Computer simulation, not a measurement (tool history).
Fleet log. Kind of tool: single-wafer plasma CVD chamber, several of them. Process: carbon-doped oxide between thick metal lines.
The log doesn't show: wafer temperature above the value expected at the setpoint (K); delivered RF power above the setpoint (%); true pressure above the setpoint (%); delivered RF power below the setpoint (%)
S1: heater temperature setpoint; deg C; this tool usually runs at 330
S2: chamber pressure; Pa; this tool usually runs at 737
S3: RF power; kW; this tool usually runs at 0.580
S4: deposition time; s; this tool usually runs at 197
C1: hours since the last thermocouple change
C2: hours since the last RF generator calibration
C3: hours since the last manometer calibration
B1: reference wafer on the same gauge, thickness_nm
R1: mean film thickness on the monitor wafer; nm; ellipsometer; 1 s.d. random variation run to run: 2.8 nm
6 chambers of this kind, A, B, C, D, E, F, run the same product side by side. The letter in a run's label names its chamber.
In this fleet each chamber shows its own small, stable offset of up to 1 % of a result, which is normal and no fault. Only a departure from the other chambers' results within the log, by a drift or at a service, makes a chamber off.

run,hour,S1,S2,S3,S4,C1,C2,C3,B1,R1
1A,8.4,330,737,0.580,197,2140.6,648.3,1532.5,1020.2,1171.40
2B,21.6,330,737,0.580,197,523.4,63.8,1820.6,1020.1,1162.90
3E,33.1,330,737,0.580,197,544.2,910.7,250.8,1019.9,1166.70
4D,45.7,330,737,0.580,197,1552.6,1231.7,217.8,1019.5,1162.30
5C,58.8,330,737,0.580,197,257.6,540.1,602.3,1020.3,1165.80
6F,67.4,330,737,0.580,197,749.2,864.4,1325.5,1019.8,1153.50
7B,83.4,330,737,0.480,159,585.2,125.6,1882.4,1019.9,840.10
8F,93.8,330,737,0.480,159,775.6,890.8,1351.9,1020.0,829.41
9C,107.7,330,737,0.480,159,306.5,589.0,651.2,1020.2,839.33
# hour 117.4: chamber D: thermocouple changed; heater temperature recalibrated
10E,120.3,330,737,0.480,159,631.4,997.9,338.0,1019.8,837.37
11D,128.7,330,737,0.480,159,11.4,1314.7,300.8,1020.1,836.59
12A,137.1,330,737,0.480,159,2269.3,777.0,1661.2,1019.2,842.52
13B,144.9,330,737,0.580,197,646.7,187.1,1943.9,1019.8,1165.70
# hour 145.0: chamber A: thermocouple changed; heater temperature recalibrated
14E,160.0,330,737,0.580,197,671.1,1037.6,377.7,1019.8,1171.20
15A,167.1,330,737,0.580,197,22.2,807.0,1691.2,1020.4,1173.90
16D,178.6,330,737,0.580,197,61.3,1364.6,350.7,1019.9,1164.00
17C,186.6,330,737,0.580,197,385.4,667.9,730.1,1019.8,1170.10
18F,201.6,330,737,0.580,197,883.4,998.6,1459.7,1020.3,1161.00
# hour 207.4: chamber F: capacitance manometer re-zeroed and calibrated
19B,209.4,330,737,0.580,197,711.2,251.6,2008.4,1019.3,1162.40
20E,219.1,330,737,0.580,197,730.2,1096.7,436.8,1019.9,1171.00
21A,228.6,330,737,0.580,197,83.7,868.5,1752.7,1019.6,1170.20
22D,240.7,330,737,0.580,197,123.4,1426.7,412.8,1020.4,1162.30
23C,250.1,330,737,0.635,212,448.9,731.4,793.6,1019.7,1326.20
24F,266.3,330,737,0.635,212,948.1,1063.3,59.0,1019.6,1317.90
25A,280.9,330,737,0.635,212,136.0,920.8,1805.0,1019.2,1325.80
26E,288.3,330,737,0.635,212,799.4,1165.9,506.0,1019.8,1329.70
27D,304.5,330,737,0.635,212,187.2,1490.5,476.6,1019.5,1309.20
28F,318.7,330,737,0.635,212,1000.5,1115.7,111.4,1020.1,1314.10
29C,330.3,330,737,0.580,197,529.1,811.6,873.8,1020.2,1169.10
30B,343.2,330,737,0.580,197,845.0,385.4,2142.2,1020.9,1166.90
# hour 345.2: chamber B: capacitance manometer re-zeroed and calibrated
31F,353.4,330,737,0.580,197,1035.2,1150.4,146.1,1020.5,1160.80
# hour 363.4: chamber F: thermocouple changed; heater temperature recalibrated
32D,369.0,330,737,0.580,197,251.7,1555.0,541.1,1020.1,1143.20
33A,385.4,330,737,0.580,197,240.5,1025.3,1909.5,1019.8,1172.50
34B,398.1,330,737,0.580,197,899.9,440.3,52.9,1020.2,1165.30
35E,412.3,330,737,0.580,197,923.4,1289.9,630.0,1020.2,1173.30
36C,420.8,330,737,0.580,197,619.6,902.1,964.3,1019.3,1168.50
37B,428.2,330,737,0.580,197,930.0,470.4,83.0,1019.2,1163.50
# hour 437.1: chamber E: thermocouple changed; heater temperature recalibrated
38D,438.4,330,737,0.580,197,321.1,1624.4,610.5,1020.0,1134.10
# hour 446.7: chamber A: RF generator calibrated
39E,448.2,330,737,0.580,197,11.2,1325.8,665.9,1019.6,1170.40
40F,459.6,342,800,0.580,197,96.2,1256.6,252.3,1020.2,1127.20
41C,474.1,342,800,0.580,197,672.9,955.4,1017.6,1019.6,1137.60
42A,486.8,342,800,0.580,197,341.9,40.1,2010.9,1019.9,1146.60

Does one chamber stand apart from the rest, does the shared gauge drift, or is all well apart from small per-chamber offsets? Give the chamber and the most likely cause, where there is one.

Chamber D drifts away from the others.
Cause: delivered RF power below the setpoint (%) = 4.95.

Here are 4 candidates for chamber D's next run, each the usual settings with a change, their results left as question marks. Which one brings its results back in line with what the others give on the usual settings?
In-line tolerance around the mean of the other chambers on the usual settings: R1 9.90 nm
43D-1,498.5,330,737,0.590,202,,,,,?
43D-2,498.5,330,737,0.570,193,,,,,?
43D-3,498.5,330,740,0.580,200,,,,,?
43D-4,498.5,330,737,0.580,194,,,,,?

On the usual settings, the other chambers give on average: R1 1166.20 nm
run,R1
43D-1,1169.80
43D-2,1095.10
43D-3,1147.10
43D-4,1112.40
The right change is 43D-1: it brings the chamber back within the allowed miss of the others.
